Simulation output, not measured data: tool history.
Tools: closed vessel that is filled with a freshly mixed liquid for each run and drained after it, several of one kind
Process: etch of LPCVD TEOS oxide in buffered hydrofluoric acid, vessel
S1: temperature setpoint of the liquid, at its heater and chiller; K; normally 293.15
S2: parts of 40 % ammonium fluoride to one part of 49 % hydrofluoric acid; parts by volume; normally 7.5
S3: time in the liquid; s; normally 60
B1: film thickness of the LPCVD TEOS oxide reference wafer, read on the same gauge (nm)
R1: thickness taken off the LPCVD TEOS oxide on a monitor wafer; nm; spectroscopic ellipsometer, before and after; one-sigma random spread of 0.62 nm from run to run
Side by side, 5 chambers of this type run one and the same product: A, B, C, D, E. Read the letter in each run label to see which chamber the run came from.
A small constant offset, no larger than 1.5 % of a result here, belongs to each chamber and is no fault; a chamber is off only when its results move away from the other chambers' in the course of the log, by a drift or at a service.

{"run": "1A", "day": 0.188, "S1": 293.15, "S2": 7.5, "S3": 60, "B1": 120.01, "R1": 203.97}
{"run": "2B", "day": 0.292, "S1": 293.15, "S2": 7.5, "S3": 60, "B1": 120.01, "R1": 204.19}
{"run": "3D", "day": 0.446, "S1": 293.15, "S2": 7.5, "S3": 60, "B1": 120, "R1": 206.43}
{"run": "4C", "day": 0.65, "S1": 293.15, "S2": 7.5, "S3": 60, "B1": 120, "R1": 203.7}
{"run": "5E", "day": 0.846, "S1": 293.15, "S2": 7.5, "S3": 60, "B1": 119.99, "R1": 203.33}
{"run": "6E", "day": 0.971, "S1": 293.15, "S2": 7.5, "S3": 60, "B1": 120, "R1": 203.61}
{"run": "7A", "day": 1.179, "S1": 297.65, "S2": 7.5, "S3": 60, "B1": 120.01, "R1": 262.3}
{"run": "8D", "day": 1.4, "S1": 297.65, "S2": 7.5, "S3": 60, "B1": 120.01, "R1": 266.45}
{"run": "9B", "day": 1.542, "S1": 297.65, "S2": 7.5, "S3": 60, "B1": 120.01, "R1": 262.3}
{"run": "10C", "day": 1.762, "S1": 297.65, "S2": 7.5, "S3": 60, "B1": 119.99, "R1": 261.73}
{"run": "11C", "day": 1.954, "S1": 297.65, "S2": 7.5, "S3": 60, "B1": 119.99, "R1": 261.24}
{"run": "12D", "day": 2.142, "S1": 293.15, "S2": 7.5, "S3": 60, "B1": 119.98, "R1": 207.99}
{"run": "13B", "day": 2.288, "S1": 293.15, "S2": 7.5, "S3": 60, "B1": 119.99, "R1": 204.97}
{"run": "14E", "day": 2.5, "S1": 293.15, "S2": 7.5, "S3": 60, "B1": 119.98, "R1": 204.91}
{"run": "15A", "day": 2.608, "S1": 293.15, "S2": 7.5, "S3": 60, "B1": 119.99, "R1": 204.23}
{"run": "16D", "day": 2.788, "S1": 293.15, "S2": 7.5, "S3": 60, "B1": 119.99, "R1": 208.08}
{"run": "17E", "day": 2.958, "S1": 293.15, "S2": 7.5, "S3": 60, "B1": 120, "R1": 202.9}
{"run": "18C", "day": 3.175, "S1": 293.15, "S2": 7.5, "S3": 60, "B1": 120, "R1": 204.12}
{"run": "19A", "day": 3.342, "S1": 293.15, "S2": 7.5, "S3": 60, "B1": 120.01, "R1": 203.47}
{"run": "20B", "day": 3.554, "S1": 293.15, "S2": 7.5, "S3": 60, "B1": 120.01, "R1": 204.69}
{"run": "21E", "day": 3.775, "S1": 293.15, "S2": 7.5, "S3": 60, "B1": 120, "R1": 203.38}
{"run": "22A", "day": 3.938, "S1": 293.15, "S2": 7.5, "S3": 60, "B1": 119.99, "R1": 204.16}
{"run": "23D", "day": 4.104, "S1": 290.15, "S2": 7.5, "S3": 60, "B1": 120.02, "R1": 174.7}
{"run": "24B", "day": 4.221, "S1": 290.15, "S2": 7.5, "S3": 60, "B1": 120.01, "R1": 172.99}
{"run": "25C", "day": 4.346, "S1": 290.15, "S2": 7.5, "S3": 60, "B1": 119.99, "R1": 171.76}
{"run": "26E", "day": 4.488, "S1": 290.15, "S2": 7.5, "S3": 60, "B1": 120.01, "R1": 171.68}
{"run": "27B", "day": 4.671, "S1": 290.15, "S2": 7.5, "S3": 60, "B1": 120, "R1": 172.96}
{"run": "28D", "day": 4.892, "S1": 293.15, "S2": 7.5, "S3": 60, "B1": 120.02, "R1": 207.02}
{"run": "29A", "day": 4.996, "S1": 293.15, "S2": 7.5, "S3": 60, "B1": 120, "R1": 204.48}
{"run": "30C", "day": 5.138, "S1": 293.15, "S2": 7.5, "S3": 60, "B1": 119.99, "R1": 204.28}
{"run": "31B", "day": 5.367, "S1": 293.15, "S2": 7.5, "S3": 60, "B1": 120.01, "R1": 204.16}
{"run": "32E", "day": 5.488, "S1": 293.15, "S2": 7.5, "S3": 60, "B1": 119.99, "R1": 202.47}
{"run": "33C", "day": 5.617, "S1": 290.15, "S2": 7.5, "S3": 85, "B1": 120.02, "R1": 243.14}
{"run": "34D", "day": 5.775, "S1": 290.15, "S2": 7.5, "S3": 85, "B1": 120, "R1": 247.23}
{"run": "35A", "day": 5.9, "S1": 290.15, "S2": 7.5, "S3": 85, "B1": 119.99, "R1": 243.54}
{"run": "36E", "day": 6.062, "S1": 290.15, "S2": 7.5, "S3": 85, "B1": 119.98, "R1": 244.82}
{"run": "37A", "day": 6.2, "S1": 290.15, "S2": 7.5, "S3": 85, "B1": 120, "R1": 243.87}
{"run": "38C", "day": 6.329, "S1": 293.15, "S2": 7.5, "S3": 60, "B1": 119.99, "R1": 203.79}
{"run": "39D", "day": 6.521, "S1": 293.15, "S2": 7.5, "S3": 60, "B1": 119.98, "R1": 208.61}
{"run": "40B", "day": 6.738, "S1": 293.15, "S2": 7.5, "S3": 60, "B1": 119.99, "R1": 204.6}
{"run": "41C", "day": 6.9, "S1": 293.15, "S2": 7.5, "S3": 60, "B1": 120.01, "R1": 204.58}

One chamber off, gauge drift, or nothing amiss beyond the chambers' own small offsets? If it is a chamber, which one, and what is the likeliest cause?

Nothing is wrong: each chamber keeps only its own small, steady offset and the gauge holds still.
